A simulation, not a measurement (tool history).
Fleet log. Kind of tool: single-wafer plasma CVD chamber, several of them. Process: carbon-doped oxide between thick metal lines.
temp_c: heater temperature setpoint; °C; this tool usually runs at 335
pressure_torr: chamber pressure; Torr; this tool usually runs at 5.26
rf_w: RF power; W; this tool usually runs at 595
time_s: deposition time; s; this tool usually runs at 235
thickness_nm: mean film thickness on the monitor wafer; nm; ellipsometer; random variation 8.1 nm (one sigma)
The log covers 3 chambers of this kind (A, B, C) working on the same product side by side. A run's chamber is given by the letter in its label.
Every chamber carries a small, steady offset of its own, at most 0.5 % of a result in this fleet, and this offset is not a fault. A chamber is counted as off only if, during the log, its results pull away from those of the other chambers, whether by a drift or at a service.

run   hour  temp_c  pressure_torr  rf_w  time_s  hours since the last thermocouple change  hours since the last RF generator calibration  hours since the last manometer calibration  read-back reference wafer on the same gauge, thickness_nm  thickness_nm
 1B    7.2     335           5.26   595     235                                     909.7                                          158.3                                      2256.9                                                     1489.8        1382.9
 2C   14.9     335           5.26   595     235                                      88.1                                           29.3                                      1153.6                                                     1489.1        1354.3
 3A     22     335           5.26   595     235                                      2172                                         1132.7                                      1959.3                                                     1488.3        1376.1
 4C   31.6     335           5.26   595     235                                     104.8                                             46                                      1170.3                                                     1488.4        1367.9
 5B   40.9     335           5.26   595     235                                     943.4                                            192                                      2290.6                                                     1487.9          1381
 6A   47.6     335           5.26   595     235                                    2197.6                                         1158.3                                      1984.9                                                     1490.4        1381.2
 7B   53.1     335           5.26   595     235                                     955.6                                          204.2                                      2302.8                                                     1489.1        1373.9
 8A   62.2     335           5.26   595     235                                    2212.2                                         1172.9                                      1999.5                                                     1489.7        1376.5
      67.9  -- chamber A: thermocouple changed; heater temperature recalibrated
 9C   72.8     335           5.26   595     235                                       146                                           87.2                                      1211.5                                                     1489.2          1374
10A   80.6     335           5.26   595     235                                      12.7                                         1191.3                                      2017.9                                                     1487.3        1386.8
      85.6  -- chamber C: capacitance manometer re-zeroed and calibrated
11B   92.3     335           5.26   595     235                                     994.8                                          243.4                                        2342                                                     1489.9        1380.3
12C  100.8     335           5.26   595     235                                       174                                          115.2                                        15.2                                                     1491.3        1376.5
13A  107.9     335           5.26   545     235                                        40                                         1218.6                                      2045.2                                                     1488.6        1292.4
14B    118     335           5.26   545     235                                    1020.5                                          269.1                                      2367.7                                                     1490.4        1314.2
15C  127.3     335           5.26   545     235                                     200.5                                          141.7                                        41.7                                                       1491        1315.5
16B  134.5     335           5.26   595     235                                      1037                                          285.6                                      2384.2                                                     1490.8        1385.5
17C  140.1     335           5.26   595     235                                     213.3                                          154.5                                        54.5                                                     1487.2        1386.3
18A  149.5     335           5.26   595     235                                      81.6                                         1260.2                                      2086.8                                                     1486.8        1379.7
19B  158.9     335           5.26   595     235                                    1061.4                                            310                                      2408.6                                                     1490.2        1387.4
20A  168.6     335           5.26   595     235                                     100.7                                         1279.3                                      2105.9                                                     1489.6        1375.2
21C  175.8     335           5.26   595     235                                       249                                          190.2                                        90.2                                                       1490        1377.4
22C  181.8     335           5.26   595     235                                       255                                          196.2                                        96.2                                                       1491        1363.5
23A  189.4     335           5.26   595     235                                     121.5                                         1300.1                                      2126.7                                                       1489        1379.2
24B  198.6     335           5.26   595     235                                    1101.1                                          349.7                                      2448.3                                                     1489.9        1375.8
25A  209.4     346           5.26   595     235                                     141.5                                         1320.1                                      2146.7                                                     1488.6        1331.9
26B  218.5     346           5.26   595     235                                      1121                                          369.6                                      2468.2                                                       1489        1332.5
27C  227.5     346           5.26   595     235                                     300.7                                          241.9                                       141.9                                                     1491.9        1338.3
     234.1  -- chamber B: capacitance manometer re-zeroed and calibrated
28C  235.7     335           5.26   595     235                                     308.9                                          250.1                                       150.1                                                     1489.6        1391.5
29B  245.9     335           5.26   595     235                                    1148.4                                            397                                        11.9                                                     1488.9        1404.7
30A  254.8     335           5.26   595     235                                     186.9                                         1365.5                                      2192.1                                                     1491.4        1379.8
31B  263.4     335           5.26   595     235                                    1165.9                                          414.5                                        29.4                                                     1486.9        1388.4
32C  273.3     335           5.26   595     235                                     346.5                                          287.7                                       187.7                                                       1490        1376.4
33A  279.7     335           5.26   595     235                                     211.8                                         1390.4                                        2217                                                     1492.4        1373.7
34A  286.6     335           5.26   595     235                                     218.7                                         1397.3                                      2223.9                                                     1489.5        1359.9
35B  292.7     335           5.26   595     235                                    1195.2                                          443.8                                        58.7                                                     1489.9        1386.9

What goes on in this fleet: one chamber off, a drifting gauge, or nothing beyond the chambers' own small offsets? Name the chamber and the cause, if any.

Nothing is wrong: each chamber keeps only its own small, steady offset and the gauge holds still.
